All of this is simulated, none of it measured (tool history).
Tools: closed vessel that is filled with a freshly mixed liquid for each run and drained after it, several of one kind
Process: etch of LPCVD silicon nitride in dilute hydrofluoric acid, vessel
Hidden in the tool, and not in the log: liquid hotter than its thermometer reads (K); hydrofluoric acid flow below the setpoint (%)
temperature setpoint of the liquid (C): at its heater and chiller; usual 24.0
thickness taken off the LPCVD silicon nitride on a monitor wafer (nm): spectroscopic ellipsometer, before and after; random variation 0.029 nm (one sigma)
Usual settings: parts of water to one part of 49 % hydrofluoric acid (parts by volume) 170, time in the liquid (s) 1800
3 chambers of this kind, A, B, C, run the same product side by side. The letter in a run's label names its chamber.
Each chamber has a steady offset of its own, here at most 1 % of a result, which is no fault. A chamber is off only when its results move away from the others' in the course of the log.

run,hour,temperature setpoint of the liquid (C),parts of water to one part of 49 % hydrofluoric acid (parts by volume),time in the liquid (s),hours since the thermometer was replaced,hours since the hydrofluoric acid flow meter was replaced,"read-back film thickness of the LPCVD silicon nitride reference wafer, read on the same gauge (nm)",thickness taken off the LPCVD silicon nitride on a monitor wafer (nm)
1B,11.9,24.0,170,1800,526.2,51.2,40.001,5.0560
2A,19.4,24.0,170,1800,263.0,492.1,39.987,5.0882
3C,30.3,24.0,170,1800,952.7,383.8,40.033,4.9863
4B,41.3,24.0,170,1800,555.6,80.6,40.053,5.0192
5A,53.5,21.5,140,1800,297.1,526.2,40.016,5.2830
6C,60.8,21.5,140,1800,983.2,414.3,40.033,5.1268
7A,72.8,21.5,140,1800,316.4,545.5,40.000,5.2696
8C,83.5,24.0,170,1800,1005.9,437.0,40.008,4.9812
9B,95.2,24.0,170,1800,609.5,134.5,40.007,5.0600
10B,101.0,24.0,170,1800,615.3,140.3,39.992,5.0560
11C,109.3,24.0,170,1800,1031.7,462.8,40.004,4.9980
12A,116.3,24.0,170,1800,359.9,589.0,39.991,5.1580
13C,121.8,24.0,170,1800,1044.2,475.3,40.021,4.9940
14B,131.4,24.0,170,1800,645.7,170.7,39.956,5.0256
15A,141.1,24.0,170,1800,384.7,613.8,39.945,5.1436
16C,146.8,24.0,170,1800,1069.2,500.3,40.018,5.0321
17B,158.2,24.0,170,1800,672.5,197.5,40.024,5.0596
18A,170.1,24.0,170,1800,413.7,642.8,39.993,5.1496
19B,180.0,24.0,170,1800,694.3,219.3,40.022,5.0124
20C,191.4,24.0,170,1800,1113.8,544.9,40.003,4.9629
21A,201.5,24.0,170,1800,445.1,674.2,40.054,5.2094
22A,208.0,22.5,145,1800,451.6,680.7,40.028,5.4970
23C,218.7,22.5,145,1800,1141.1,572.2,40.025,5.2690
24B,224.5,22.5,145,1800,738.8,263.8,40.020,5.3418
25B,236.4,24.0,170,1800,750.7,275.7,40.008,4.9979
26A,243.7,24.0,170,1800,487.3,716.4,40.019,5.2550
27C,254.4,24.0,170,1800,1176.8,607.9,39.975,5.0139
28B,260.5,24.0,170,1800,774.8,299.8,40.030,5.0261
29A,270.4,27.0,170,1800,514.0,743.1,39.959,6.3015
30C,278.1,27.0,170,1800,1200.5,631.6,40.038,6.0178
31C,288.7,27.0,170,1800,1211.1,642.2,40.009,6.0578
32A,296.2,24.0,170,1800,539.8,768.9,39.985,5.2172
33B,304.7,24.0,170,1800,819.0,344.0,39.941,5.0481
34C,316.1,24.0,215,1800,1238.5,669.6,40.022,3.9767

All 3 chambers run these settings next. Forecast each chamber's results:
35A,324.8,24.0,170,1800,,,,?
35B,324.8,24.0,170,1800,,,,?
35C,324.8,24.0,170,1800,,,,?

run,thickness taken off the LPCVD silicon nitride on a monitor wafer (nm)
35A,5.2642
35B,5.0386
35C,5.0132
